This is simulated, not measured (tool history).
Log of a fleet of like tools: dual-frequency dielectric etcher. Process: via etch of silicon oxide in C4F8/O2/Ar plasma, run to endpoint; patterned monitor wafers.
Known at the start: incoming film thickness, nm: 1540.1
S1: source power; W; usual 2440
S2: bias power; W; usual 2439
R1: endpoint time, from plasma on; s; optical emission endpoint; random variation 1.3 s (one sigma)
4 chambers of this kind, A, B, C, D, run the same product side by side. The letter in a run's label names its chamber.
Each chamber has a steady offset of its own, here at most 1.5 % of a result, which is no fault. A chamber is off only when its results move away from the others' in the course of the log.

run,hour,S1,S2,R1
1A,6.4,2440,2439,266.87
2D,11.5,2440,2439,266.05
3C,16.7,2440,2439,265.48
4B,22.6,2440,2439,262.18
5D,26.9,2440,2439,264.16
6A,32,2440,2439,269.28
7B,38.6,2440,2439,261.66
8C,42.9,2110,2242,287.13
9C,47.7,2110,2242,288.52
10A,51.7,2110,2242,293.3
11B,59.8,2110,2242,282.64
12D,67,2440,2439,266.22
13B,73.2,2440,2439,264.79
14D,79.5,2440,2439,264.28
# hour 81.6: chamber A: wet clean of the chamber
15A,84.7,2440,2439,267.8
16C,90.6,2440,2439,262.71
17C,98.1,2440,2439,266.36
18D,105.5,2440,2439,264.63
19A,111.6,2440,2982,253.02
20B,120.2,2440,2982,244.03
21D,125.3,2440,2982,250.47
22B,133.8,2440,2982,246.22
23C,140,2440,2439,265.21
24A,145,2440,2663,261.82
25B,149.2,2440,2663,257.13
26D,154,2440,2663,258.51
27A,160.2,2440,2663,260.64
# hour 161.8: chamber C: wet clean of the chamber
28C,166.5,1960,2439,286.99
29A,173,1960,2439,292.25
30B,177.4,1960,2439,287.22
31C,184,1960,2439,288.45
32D,191.2,2440,2439,265.08
33A,199.1,2440,2439,267.12
34D,204.8,2860,2841,237.2
35C,213.2,2860,2841,237.59
36B,217.9,2860,2841,234.27
37C,223.4,2860,2841,234.1
# hour 223.6: chamber D: wet clean of the chamber
38B,231.1,2440,2439,263.03
39A,238.7,2440,2439,270.95
40D,245.1,2440,2439,265.58
41C,252.8,2440,2439,262.57
42D,259.5,2440,2439,266.27
43A,268.5,1930,2901,279.95
44B,275.6,1930,2901,275.11

What goes on in this fleet: one chamber off, a drifting gauge, or nothing beyond the chambers' own small offsets? Name the chamber and the cause, if any.

No chamber stands off beyond its own small offset, and the gauge holds steady.
